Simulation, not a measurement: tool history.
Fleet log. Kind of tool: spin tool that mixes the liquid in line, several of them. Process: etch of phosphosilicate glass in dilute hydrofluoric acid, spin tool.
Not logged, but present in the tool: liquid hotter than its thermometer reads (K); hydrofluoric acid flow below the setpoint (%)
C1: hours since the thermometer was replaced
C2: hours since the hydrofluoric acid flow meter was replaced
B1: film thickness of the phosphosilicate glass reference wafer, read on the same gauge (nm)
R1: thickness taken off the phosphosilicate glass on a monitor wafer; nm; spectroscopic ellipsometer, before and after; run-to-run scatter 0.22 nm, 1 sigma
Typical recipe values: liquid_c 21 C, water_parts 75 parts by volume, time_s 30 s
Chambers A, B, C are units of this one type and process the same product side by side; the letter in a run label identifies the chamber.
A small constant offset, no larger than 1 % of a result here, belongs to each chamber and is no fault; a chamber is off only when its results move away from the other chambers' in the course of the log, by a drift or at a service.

{"run": "1C", "hour": 5.4, "liquid_c": 21, "water_parts": 75, "time_s": 30, "C1": 695.4, "C2": 681.7, "B1": 79.984, "R1": 55.556}
{"run": "2A", "hour": 9.2, "liquid_c": 21, "water_parts": 75, "time_s": 30, "C1": 236.5, "C2": 580.9, "B1": 80.026, "R1": 54.781}
{"run": "3B", "hour": 15.4, "liquid_c": 21, "water_parts": 75, "time_s": 30, "C1": 432.4, "C2": 881.3, "B1": 80.003, "R1": 55.523}
{"hour": 17.0, "done": "chamber B: hydrofluoric acid flow meter replaced"}
{"run": "4C", "hour": 22.8, "liquid_c": 21, "water_parts": 75, "time_s": 30, "C1": 712.8, "C2": 699.1, "B1": 79.989, "R1": 55.291}
{"run": "5A", "hour": 30.3, "liquid_c": 21, "water_parts": 75, "time_s": 30, "C1": 257.6, "C2": 602, "B1": 79.974, "R1": 54.618}
{"run": "6B", "hour": 37.3, "liquid_c": 21, "water_parts": 110, "time_s": 15, "C1": 454.3, "C2": 20.3, "B1": 80.01, "R1": 18.036}
{"run": "7C", "hour": 44.8, "liquid_c": 21, "water_parts": 110, "time_s": 15, "C1": 734.8, "C2": 721.1, "B1": 79.971, "R1": 18.316}
{"run": "8A", "hour": 49.8, "liquid_c": 21, "water_parts": 110, "time_s": 15, "C1": 277.1, "C2": 621.5, "B1": 80.012, "R1": 17.983}
{"run": "9B", "hour": 56.2, "liquid_c": 21, "water_parts": 75, "time_s": 30, "C1": 473.2, "C2": 39.2, "B1": 79.988, "R1": 55.427}
{"run": "10B", "hour": 60.6, "liquid_c": 21, "water_parts": 75, "time_s": 30, "C1": 477.6, "C2": 43.6, "B1": 80.016, "R1": 55.08}
{"run": "11A", "hour": 64.1, "liquid_c": 21, "water_parts": 75, "time_s": 30, "C1": 291.4, "C2": 635.8, "B1": 79.987, "R1": 54.806}
{"run": "12C", "hour": 70.5, "liquid_c": 21, "water_parts": 75, "time_s": 30, "C1": 760.5, "C2": 746.8, "B1": 80.005, "R1": 55.614}
{"run": "13A", "hour": 76.7, "liquid_c": 21, "water_parts": 60, "time_s": 50, "C1": 304, "C2": 648.4, "B1": 79.992, "R1": 115.3}
{"run": "14B", "hour": 81.5, "liquid_c": 21, "water_parts": 60, "time_s": 50, "C1": 498.5, "C2": 64.5, "B1": 80.008, "R1": 117}
{"run": "15C", "hour": 88.8, "liquid_c": 21, "water_parts": 60, "time_s": 50, "C1": 778.8, "C2": 765.1, "B1": 80.009, "R1": 118.31}
{"run": "16C", "hour": 95.2, "liquid_c": 21, "water_parts": 75, "time_s": 30, "C1": 785.2, "C2": 771.5, "B1": 80.006, "R1": 55.526}
{"run": "17B", "hour": 101.8, "liquid_c": 21, "water_parts": 75, "time_s": 30, "C1": 518.8, "C2": 84.8, "B1": 79.985, "R1": 55.037}
{"run": "18A", "hour": 105.5, "liquid_c": 21, "water_parts": 75, "time_s": 30, "C1": 332.8, "C2": 677.2, "B1": 79.993, "R1": 54.698}
{"run": "19A", "hour": 110.2, "liquid_c": 21, "water_parts": 75, "time_s": 30, "C1": 337.5, "C2": 681.9, "B1": 80.013, "R1": 54.893}
{"run": "20C", "hour": 114.9, "liquid_c": 24, "water_parts": 105, "time_s": 30, "C1": 804.9, "C2": 791.2, "B1": 79.97, "R1": 43.158}
{"run": "21B", "hour": 122.0, "liquid_c": 24, "water_parts": 105, "time_s": 30, "C1": 539, "C2": 105, "B1": 80.002, "R1": 42.858}
{"run": "22A", "hour": 126.9, "liquid_c": 24, "water_parts": 105, "time_s": 30, "C1": 354.2, "C2": 698.6, "B1": 80.023, "R1": 42.818}
{"run": "23B", "hour": 131.2, "liquid_c": 21, "water_parts": 75, "time_s": 30, "C1": 548.2, "C2": 114.2, "B1": 79.991, "R1": 54.888}
{"run": "24C", "hour": 137.3, "liquid_c": 21, "water_parts": 75, "time_s": 30, "C1": 827.3, "C2": 813.6, "B1": 80.008, "R1": 55.237}
{"run": "25B", "hour": 143.0, "liquid_c": 21, "water_parts": 75, "time_s": 30, "C1": 560, "C2": 126, "B1": 79.994, "R1": 55.105}
{"run": "26C", "hour": 147.4, "liquid_c": 21, "water_parts": 75, "time_s": 30, "C1": 837.4, "C2": 823.7, "B1": 80.042, "R1": 55.662}
{"run": "27A", "hour": 153.3, "liquid_c": 21, "water_parts": 75, "time_s": 30, "C1": 380.6, "C2": 725, "B1": 79.987, "R1": 54.809}
{"run": "28B", "hour": 158.9, "liquid_c": 21, "water_parts": 75, "time_s": 30, "C1": 575.9, "C2": 141.9, "B1": 79.997, "R1": 54.977}
{"run": "29C", "hour": 162.7, "liquid_c": 21, "water_parts": 60, "time_s": 20, "C1": 852.7, "C2": 839, "B1": 80.002, "R1": 46.763}
{"run": "30A", "hour": 167.2, "liquid_c": 21, "water_parts": 60, "time_s": 20, "C1": 394.5, "C2": 738.9, "B1": 79.998, "R1": 46.443}
{"run": "31A", "hour": 174.3, "liquid_c": 21, "water_parts": 60, "time_s": 20, "C1": 401.6, "C2": 746, "B1": 79.991, "R1": 46.445}
{"run": "32C", "hour": 179.5, "liquid_c": 21, "water_parts": 75, "time_s": 30, "C1": 869.5, "C2": 855.8, "B1": 80.009, "R1": 55.589}
{"run": "33B", "hour": 186.4, "liquid_c": 21, "water_parts": 75, "time_s": 30, "C1": 603.4, "C2": 169.4, "B1": 80.003, "R1": 55.293}
{"run": "34B", "hour": 192.7, "liquid_c": 21, "water_parts": 75, "time_s": 30, "C1": 609.7, "C2": 175.7, "B1": 79.995, "R1": 55.65}

Read the log: is a single chamber off, either drifting away or since a service, is the gauge that measures every chamber drifting, or is nothing wrong beyond small per-chamber offsets? Name any odd chamber and what most likely caused it.

Nothing is wrong: each chamber keeps only its own small, steady offset and the gauge holds still.
